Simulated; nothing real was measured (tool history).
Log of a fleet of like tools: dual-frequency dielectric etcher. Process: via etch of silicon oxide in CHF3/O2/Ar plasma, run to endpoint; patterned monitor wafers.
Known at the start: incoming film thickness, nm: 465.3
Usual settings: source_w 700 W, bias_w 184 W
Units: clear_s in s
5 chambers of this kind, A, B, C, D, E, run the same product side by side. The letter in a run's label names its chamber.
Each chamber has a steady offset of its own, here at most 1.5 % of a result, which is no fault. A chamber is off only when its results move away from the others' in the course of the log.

run	day	source_w	bias_w	clear_s
1E	0.479	700	184	220.91
# day 0.488: chamber E: wet clean of the chamber
2D	0.742	700	184	219.59
3A	0.962	700	184	216.8
4C	1.233	700	184	221.52
5B	1.508	700	184	222.47
6B	2.004	580	144	260.54
7D	2.458	580	144	259.3
8C	2.833	580	144	256.84
9A	3.233	580	144	254.71
10E	3.579	580	144	256.65
11D	3.896	860	157	217.13
12A	4.383	860	157	210.95
13C	4.717	860	157	215.9
14B	4.958	860	157	218.78
15E	5.267	860	157	217.02
16A	5.725	700	184	217.53
17D	6.079	700	184	222.34
# day 6.096: chamber E: source power generator calibrated
18B	6.429	600	184	232.83
19C	6.767	600	184	232.14
20E	7.258	600	184	239.65
21D	7.496	600	184	235
# day 7.521: chamber C: source power generator calibrated
22B	7.879	600	184	237.22
# day 8.133: chamber D: wet clean of the chamber
23E	8.133	700	184	219.55
24A	8.408	700	184	220.29
25C	8.812	700	184	219.34
26B	9.292	700	184	220.3
27A	9.7	700	184	218.91
28C	9.975	640	221	214.03
29D	10.458	640	221	214.98
30E	10.954	640	221	216.63
31C	11.246	640	221	213.91
32E	11.733	640	221	213.45
33A	12.092	700	184	216.34
# day 12.571: chamber A: source power generator calibrated
34B	12.588	700	184	221.64
35D	12.962	700	184	221.37
# day 13.158: chamber A: wet clean of the chamber
36D	13.242	700	184	221.51
37B	13.7	700	184	223.47
38C	13.929	570	221	226.23
39A	14.379	570	221	221.11
40E	14.742	570	221	223.87
41B	15.092	570	221	224.95
42C	15.496	570	221	225.82

All 5 chambers run these settings next. Forecast each chamber's results:
43A	15.862	700	184	?
43B	15.862	700	184	?
43C	15.862	700	184	?
43D	15.862	700	184	?
43E	15.862	700	184	?

run	clear_s
43A	219.94
43B	224.61
43C	221.27
43D	221.13
43E	222.35
